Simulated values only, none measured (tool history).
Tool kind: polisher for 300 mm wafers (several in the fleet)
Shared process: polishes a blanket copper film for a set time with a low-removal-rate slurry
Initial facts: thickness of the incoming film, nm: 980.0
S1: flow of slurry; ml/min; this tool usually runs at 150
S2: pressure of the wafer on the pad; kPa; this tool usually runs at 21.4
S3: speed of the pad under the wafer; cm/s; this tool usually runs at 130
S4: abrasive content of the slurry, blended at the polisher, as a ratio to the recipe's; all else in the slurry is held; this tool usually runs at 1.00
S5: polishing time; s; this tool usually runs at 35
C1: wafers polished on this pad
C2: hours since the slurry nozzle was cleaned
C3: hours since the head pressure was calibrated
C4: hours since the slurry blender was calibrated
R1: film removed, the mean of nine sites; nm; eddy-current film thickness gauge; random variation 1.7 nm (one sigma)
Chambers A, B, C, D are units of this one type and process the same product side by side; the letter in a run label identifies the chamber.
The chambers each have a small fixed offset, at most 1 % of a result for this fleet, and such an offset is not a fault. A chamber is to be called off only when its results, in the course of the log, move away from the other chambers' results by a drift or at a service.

Run 1D, hour 7.8: usual settings; C1 149; C2 645.4; C3 1186.8; C4 25.7. Result: R1 144.45 nm.
Run 2C, hour 18.6: usual settings; C1 508; C2 381.6; C3 300.2; C4 68.4. Result: R1 143.94 nm.
At hour 19.0: chamber C: worn pad replaced by a new one.
Run 3B, hour 27.2: usual settings; C1 439; C2 178.6; C3 95.1; C4 141.7. Result: R1 146.53 nm.
At hour 27.3: chamber A: worn pad replaced by a new one.
Run 4A, hour 38.2: usual settings; C1 133; C2 259.6; C3 186.0; C4 156.2. Result: R1 143.29 nm.
Run 5A, hour 45.8: usual settings; C1 225; C2 267.2; C3 193.6; C4 163.8. Result: R1 143.96 nm.
At hour 53.2: chamber D: slurry nozzle cleaned.
Run 6D, hour 53.7: usual settings; C1 707; C2 0.5; C3 1232.7; C4 71.6. Result: R1 144.22 nm.
At hour 61.7: chamber B: worn pad replaced by a new one.
Run 7B, hour 63.8: usual settings; C1 25; C2 215.2; C3 131.7; C4 178.3. Result: R1 146.51 nm.
At hour 65.1: chamber C: worn pad replaced by a new one.
Run 8C, hour 69.7: usual settings but S3 168 cm/s; C1 56; C2 432.7; C3 351.3; C4 119.5. Result: R1 185.73 nm.
At hour 69.8: chamber C: slurry nozzle cleaned.
Run 9B, hour 78.8: usual settings but S3 168 cm/s; C1 208; C2 230.2; C3 146.7; C4 193.3. Result: R1 186.92 nm.
At hour 83.4: chamber A: worn pad replaced by a new one.
At hour 84.4: chamber D: worn pad replaced by a new one.
Run 10C, hour 85.1: usual settings but S3 168 cm/s; C1 243; C2 15.4; C3 366.7; C4 134.9. Result: R1 183.97 nm.
Run 11A, hour 93.3: usual settings but S3 168 cm/s; C1 120; C2 314.7; C3 241.1; C4 211.3. Result: R1 185.15 nm.
At hour 95.1: chamber B: slurry nozzle cleaned.
Run 12D, hour 103.1: usual settings; C1 227; C2 49.9; C3 1282.1; C4 121.0. Result: R1 144.58 nm.
Run 13D, hour 108.4: usual settings but S4 0.85, S5 42 s; C1 292; C2 55.2; C3 1287.4; C4 126.3. Result: R1 166.85 nm.
At hour 114.3: chamber C: worn pad replaced by a new one.
At hour 117.8: chamber B: worn pad replaced by a new one.
Run 14A, hour 118.1: usual settings but S4 0.85, S5 42 s; C1 421; C2 339.5; C3 265.9; C4 236.1. Result: R1 166.74 nm.
At hour 119.7: chamber C: head pressure recalibrated.
Run 15C, hour 125.6: usual settings but S4 0.85, S5 42 s; C1 138; C2 55.9; C3 5.9; C4 175.4. Result: R1 189.25 nm.
At hour 126.1: chamber A: worn pad replaced by a new one.
Run 16B, hour 136.3: usual settings but S4 0.85, S5 42 s; C1 225; C2 41.2; C3 204.2; C4 250.8. Result: R1 170.30 nm.
At hour 139.3: chamber A: slurry nozzle cleaned.
Run 17D, hour 146.4: usual settings but S4 1.20; C1 753; C2 93.2; C3 1325.4; C4 164.3. Result: R1 151.87 nm.
Run 18B, hour 151.5: usual settings but S4 1.20; C1 409; C2 56.4; C3 219.4; C4 266.0. Result: R1 154.53 nm.
At hour 153.3: chamber B: slurry blender recalibrated.
Run 19C, hour 157.2: usual settings but S4 1.20; C1 521; C2 87.5; C3 37.5; C4 207.0. Result: R1 166.38 nm.
At hour 158.4: chamber C: worn pad replaced by a new one.
Run 20A, hour 167.9: usual settings but S4 1.20; C1 508; C2 28.7; C3 315.7; C4 285.9. Result: R1 151.01 nm.
At hour 172.5: chamber B: worn pad replaced by a new one.
At hour 176.8: chamber D: worn pad replaced by a new one.
Run 21D, hour 178.3: usual settings; C1 18; C2 125.1; C3 1357.3; C4 196.2. Result: R1 144.90 nm.
At hour 181.7: chamber A: worn pad replaced by a new one.
Run 22B, hour 183.7: usual settings; C1 136; C2 88.6; C3 251.6; C4 30.5. Result: R1 146.03 nm.
Run 23C, hour 190.7: usual settings; C1 393; C2 121.0; C3 71.0; C4 240.5. Result: R1 160.04 nm.
Run 24A, hour 198.4: usual settings; C1 203; C2 59.2; C3 346.2; C4 316.4. Result: R1 141.81 nm.

Next, all 4 chambers run the settings below, one line each with question marks for the results. What does each chamber give?
Run 25A, hour 206.6: usual settings but S5 43 s. Result: R1 ?.
Run 25B, hour 206.6: usual settings but S5 43 s. Result: R1 ?.
Run 25C, hour 206.6: usual settings but S5 43 s. Result: R1 ?.
Run 25D, hour 206.6: usual settings but S5 43 s. Result: R1 ?.

run      R1
25A  176.97
25B  181.19
25C  191.18
25D  179.41

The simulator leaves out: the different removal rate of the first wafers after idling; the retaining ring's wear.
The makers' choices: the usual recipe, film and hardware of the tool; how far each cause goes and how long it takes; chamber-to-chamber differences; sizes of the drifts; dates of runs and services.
